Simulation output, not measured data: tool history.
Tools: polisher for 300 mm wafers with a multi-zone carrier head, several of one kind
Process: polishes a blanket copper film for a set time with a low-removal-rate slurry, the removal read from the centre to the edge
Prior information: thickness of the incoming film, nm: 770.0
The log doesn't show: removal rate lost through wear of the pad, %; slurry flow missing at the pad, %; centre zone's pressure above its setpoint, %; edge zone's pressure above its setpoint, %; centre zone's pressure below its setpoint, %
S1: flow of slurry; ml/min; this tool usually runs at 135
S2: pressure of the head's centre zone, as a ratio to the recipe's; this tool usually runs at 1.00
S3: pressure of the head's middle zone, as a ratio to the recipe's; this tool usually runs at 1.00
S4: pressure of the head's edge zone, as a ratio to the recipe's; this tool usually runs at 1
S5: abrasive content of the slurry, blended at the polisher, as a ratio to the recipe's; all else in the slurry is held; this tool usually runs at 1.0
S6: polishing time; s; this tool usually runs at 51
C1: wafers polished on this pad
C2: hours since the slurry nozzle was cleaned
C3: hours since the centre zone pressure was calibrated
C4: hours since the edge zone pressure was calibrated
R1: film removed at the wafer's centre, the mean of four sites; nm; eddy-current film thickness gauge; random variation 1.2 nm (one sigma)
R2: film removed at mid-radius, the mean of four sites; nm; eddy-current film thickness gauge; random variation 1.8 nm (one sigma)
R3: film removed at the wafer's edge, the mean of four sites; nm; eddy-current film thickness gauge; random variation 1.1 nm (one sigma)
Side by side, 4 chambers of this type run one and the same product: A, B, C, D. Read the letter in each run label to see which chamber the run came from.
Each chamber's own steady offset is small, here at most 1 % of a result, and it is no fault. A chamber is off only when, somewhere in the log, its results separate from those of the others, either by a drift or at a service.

Run 1B, hour 10.9: usual settings; C1 615; C2 21.0; C3 55.4; C4 79.2. Result: R1 175.00 nm, R2 176.44 nm, R3 177.77 nm.
At hour 12.9: chamber D: slurry nozzle cleaned.
At hour 18.2: chamber A: slurry nozzle cleaned.
At hour 20.6: chamber B: worn pad replaced by a new one.
Run 2C, hour 20.6: usual settings; C1 1075; C2 218.2; C3 94.9; C4 862.7. Result: R1 175.69 nm, R2 176.55 nm, R3 177.31 nm.
At hour 21.0: chamber D: worn pad replaced by a new one.
Run 3A, hour 27.3: usual settings; C1 490; C2 9.2; C3 131.8; C4 292.1. Result: R1 178.02 nm, R2 173.94 nm, R3 172.85 nm.
Run 4D, hour 33.3: usual settings; C1 90; C2 20.4; C3 1503.8; C4 244.5. Result: R1 175.12 nm, R2 180.96 nm, R3 177.34 nm.
Run 5A, hour 41.1: usual settings; C1 591; C2 23.0; C3 145.6; C4 305.9. Result: R1 175.26 nm, R2 177.25 nm, R3 174.25 nm.
Run 6D, hour 48.8: usual settings; C1 204; C2 35.9; C3 1519.3; C4 260.0. Result: R1 177.47 nm, R2 174.69 nm, R3 177.56 nm.
Run 7B, hour 56.6: usual settings; C1 264; C2 66.7; C3 101.1; C4 124.9. Result: R1 176.49 nm, R2 176.82 nm, R3 176.21 nm.
Run 8C, hour 62.4: usual settings; C1 1381; C2 260.0; C3 136.7; C4 904.5. Result: R1 179.65 nm, R2 176.45 nm, R3 177.72 nm.
At hour 63.7: chamber A: worn pad replaced by a new one.
Run 9C, hour 69.7: usual settings; C1 1435; C2 267.3; C3 144.0; C4 911.8. Result: R1 178.37 nm, R2 175.29 nm, R3 176.57 nm.
Run 10A, hour 78.8: usual settings but S2 0.90, S6 62 s; C1 111; C2 60.7; C3 183.3; C4 343.6. Result: R1 191.97 nm, R2 212.78 nm, R3 215.11 nm.
Run 11B, hour 90.2: usual settings but S2 0.90, S6 62 s; C1 511; C2 100.3; C3 134.7; C4 158.5. Result: R1 190.06 nm, R2 213.47 nm, R3 212.92 nm.
Run 12D, hour 96.2: usual settings but S2 0.90, S6 62 s; C1 551; C2 83.3; C3 1566.7; C4 307.4. Result: R1 191.04 nm, R2 216.47 nm, R3 214.23 nm.
At hour 100.9: chamber D: centre zone pressure recalibrated.
Run 13A, hour 101.9: usual settings but S2 0.90, S6 62 s; C1 280; C2 83.8; C3 206.4; C4 366.7. Result: R1 193.09 nm, R2 213.64 nm, R3 212.36 nm.
Run 14B, hour 109.4: usual settings; C1 652; C2 119.5; C3 153.9; C4 177.7. Result: R1 176.43 nm, R2 177.90 nm, R3 178.72 nm.
Run 15C, hour 120.1: usual settings; C1 1805; C2 317.7; C3 194.4; C4 962.2. Result: R1 176.24 nm, R2 172.87 nm, R3 178.53 nm.
Run 16D, hour 126.6: usual settings; C1 774; C2 113.7; C3 25.8; C4 337.8. Result: R1 177.89 nm, R2 177.06 nm, R3 177.94 nm.
At hour 129.2: chamber B: worn pad replaced by a new one.
Run 17B, hour 136.3: usual settings; C1 52; C2 146.4; C3 180.8; C4 204.6. Result: R1 175.49 nm, R2 177.82 nm, R3 175.89 nm.
At hour 141.0: chamber D: worn pad replaced by a new one.
Run 18C, hour 142.2: usual settings; C1 1967; C2 339.8; C3 216.5; C4 984.3. Result: R1 175.41 nm, R2 173.25 nm, R3 177.12 nm.
Run 19A, hour 151.1: usual settings but S5 0.9; C1 641; C2 133.0; C3 255.6; C4 415.9. Result: R1 173.51 nm, R2 170.85 nm, R3 172.16 nm.
At hour 160.8: chamber A: worn pad replaced by a new one.
Run 20D, hour 161.1: usual settings but S5 0.9; C1 148; C2 148.2; C3 60.3; C4 372.3. Result: R1 170.46 nm, R2 171.89 nm, R3 173.84 nm.
Run 21A, hour 167.6: usual settings but S5 0.9; C1 49; C2 149.5; C3 272.1; C4 432.4. Result: R1 173.30 nm, R2 173.53 nm, R3 170.70 nm.
Run 22C, hour 173.8: usual settings but S5 0.9; C1 2199; C2 371.4; C3 248.1; C4 1015.9. Result: R1 169.92 nm, R2 168.22 nm, R3 171.15 nm.
Run 23D, hour 182.9: usual settings; C1 308; C2 170.0; C3 82.1; C4 394.1. Result: R1 174.75 nm, R2 180.38 nm, R3 176.10 nm.
Run 24B, hour 188.8: usual settings; C1 437; C2 198.9; C3 233.3; C4 257.1. Result: R1 177.34 nm, R2 175.07 nm, R3 177.99 nm.
Run 25A, hour 198.4: usual settings; C1 275; C2 180.3; C3 302.9; C4 463.2. Result: R1 177.11 nm, R2 174.91 nm, R3 174.44 nm.
At hour 205.7: chamber B: slurry nozzle cleaned.
Run 26D, hour 208.3: usual settings; C1 494; C2 195.4; C3 107.5; C4 419.5. Result: R1 177.56 nm, R2 178.83 nm, R3 176.02 nm.
Run 27C, hour 218.6: usual settings; C1 2528; C2 416.2; C3 292.9; C4 1060.7. Result: R1 173.00 nm, R2 172.29 nm, R3 173.25 nm.
Run 28B, hour 226.7: usual settings; C1 715; C2 21.0; C3 271.2; C4 295.0. Result: R1 176.95 nm, R2 174.82 nm, R3 176.05 nm.
Run 29D, hour 234.2: usual settings; C1 684; C2 221.3; C3 133.4; C4 445.4. Result: R1 176.31 nm, R2 179.64 nm, R3 177.42 nm.
At hour 238.6: chamber B: worn pad replaced by a new one.
Run 30A, hour 244.4: usual settings; C1 613; C2 226.3; C3 348.9; C4 509.2. Result: R1 176.30 nm, R2 176.00 nm, R3 174.91 nm.
Run 31B, hour 255.8: usual settings but S2 0.89, S3 0.91; C1 126; C2 50.1; C3 300.3; C4 324.1. Result: R1 153.35 nm, R2 162.67 nm, R3 175.68 nm.
At hour 257.2: chamber C: slurry nozzle cleaned.
At hour 261.3: chamber A: worn pad replaced by a new one.
Run 32C, hour 261.6: usual settings but S2 0.89, S3 0.91; C1 2843; C2 4.5; C3 335.9; C4 1103.7. Result: R1 151.44 nm, R2 157.68 nm, R3 170.41 nm.
Run 33D, hour 270.7: usual settings but S2 0.89, S3 0.91; C1 952; C2 257.8; C3 169.9; C4 481.9. Result: R1 156.38 nm, R2 160.09 nm, R3 177.04 nm.
At hour 275.6: chamber D: worn pad replaced by a new one.
Run 34A, hour 276.6: usual settings but S2 0.89, S3 0.91; C1 112; C2 258.5; C3 381.1; C4 541.4. Result: R1 155.04 nm, R2 160.09 nm, R3 176.41 nm.
Run 35B, hour 282.6: usual settings; C1 323; C2 76.9; C3 327.1; C4 350.9. Result: R1 175.41 nm, R2 181.17 nm, R3 174.63 nm.
Run 36C, hour 289.8: usual settings; C1 3050; C2 32.7; C3 364.1; C4 1131.9. Result: R1 169.44 nm, R2 168.67 nm, R3 169.71 nm.
Run 37A, hour 301.9: usual settings; C1 298; C2 283.8; C3 406.4; C4 566.7. Result: R1 175.27 nm, R2 173.43 nm, R3 175.06 nm.
Run 38C, hour 309.8: usual settings; C1 3197; C2 52.7; C3 384.1; C4 1151.9. Result: R1 169.04 nm, R2 169.05 nm, R3 168.34 nm.
At hour 317.4: chamber A: slurry nozzle cleaned.
At hour 317.5: chamber A: edge zone pressure recalibrated.
Run 39D, hour 322.2: usual settings; C1 342; C2 309.3; C3 221.4; C4 533.4. Result: R1 178.14 nm, R2 178.88 nm, R3 177.14 nm.
At hour 327.6: chamber B: worn pad replaced by a new one.
Run 40B, hour 330.4: usual settings; C1 20; C2 124.7; C3 374.9; C4 398.7. Result: R1 177.71 nm, R2 179.13 nm, R3 175.77 nm.
Run 41D, hour 339.4: usual settings; C1 468; C2 326.5; C3 238.6; C4 550.6. Result: R1 175.34 nm, R2 178.78 nm, R3 178.44 nm.
Run 42B, hour 346.9: usual settings but S2 1.06; C1 141; C2 141.2; C3 391.4; C4 415.2. Result: R1 187.55 nm, R2 176.78 nm, R3 175.14 nm.
Run 43A, hour 358.6: usual settings but S2 1.06; C1 714; C2 41.3; C3 463.1; C4 41.1. Result: R1 187.11 nm, R2 174.08 nm, R3 175.33 nm.

Is one chamber off against the others, does the gauge drift, or is nothing wrong? If a chamber is off, say which, and what the likeliest cause is.

Little by little, chamber C moves away from the other chambers.
What lies behind it: removal rate lost through wear of the pad, % = 6.92.

Which of the 4 candidates below, each the usual settings with something changed and its results left as question marks, puts chamber C back in line with what the other chambers give on the usual settings?
Allowed miss from the other chambers' usual-settings mean, per result, to count as in line: R1 4.30 nm; R2 6.40 nm; R3 3.80 nm
Run 44C-1, hour 367.7: usual settings but S3 1.01, S6 54 s. Result: R1 ?, R2 ?, R3 ?.
Run 44C-2, hour 367.7: usual settings but S6 52 s. Result: R1 ?, R2 ?, R3 ?.
Run 44C-3, hour 367.7: usual settings but S6 50 s. Result: R1 ?, R2 ?, R3 ?.
Run 44C-4, hour 367.7: usual settings but S3 0.99, S6 48 s. Result: R1 ?, R2 ?, R3 ?.

Mean of the other chambers on the usual settings: R1 176.05 nm; R2 176.53 nm; R3 175.81 nm
  run      R1      R2      R3
44C-1  176.18  174.02  176.12
44C-2  169.64  166.05  169.63
44C-3  163.11  159.66  163.10
44C-4  156.58  151.87  156.60
Change 44C-1 lands the chamber within the allowed miss of the other chambers.

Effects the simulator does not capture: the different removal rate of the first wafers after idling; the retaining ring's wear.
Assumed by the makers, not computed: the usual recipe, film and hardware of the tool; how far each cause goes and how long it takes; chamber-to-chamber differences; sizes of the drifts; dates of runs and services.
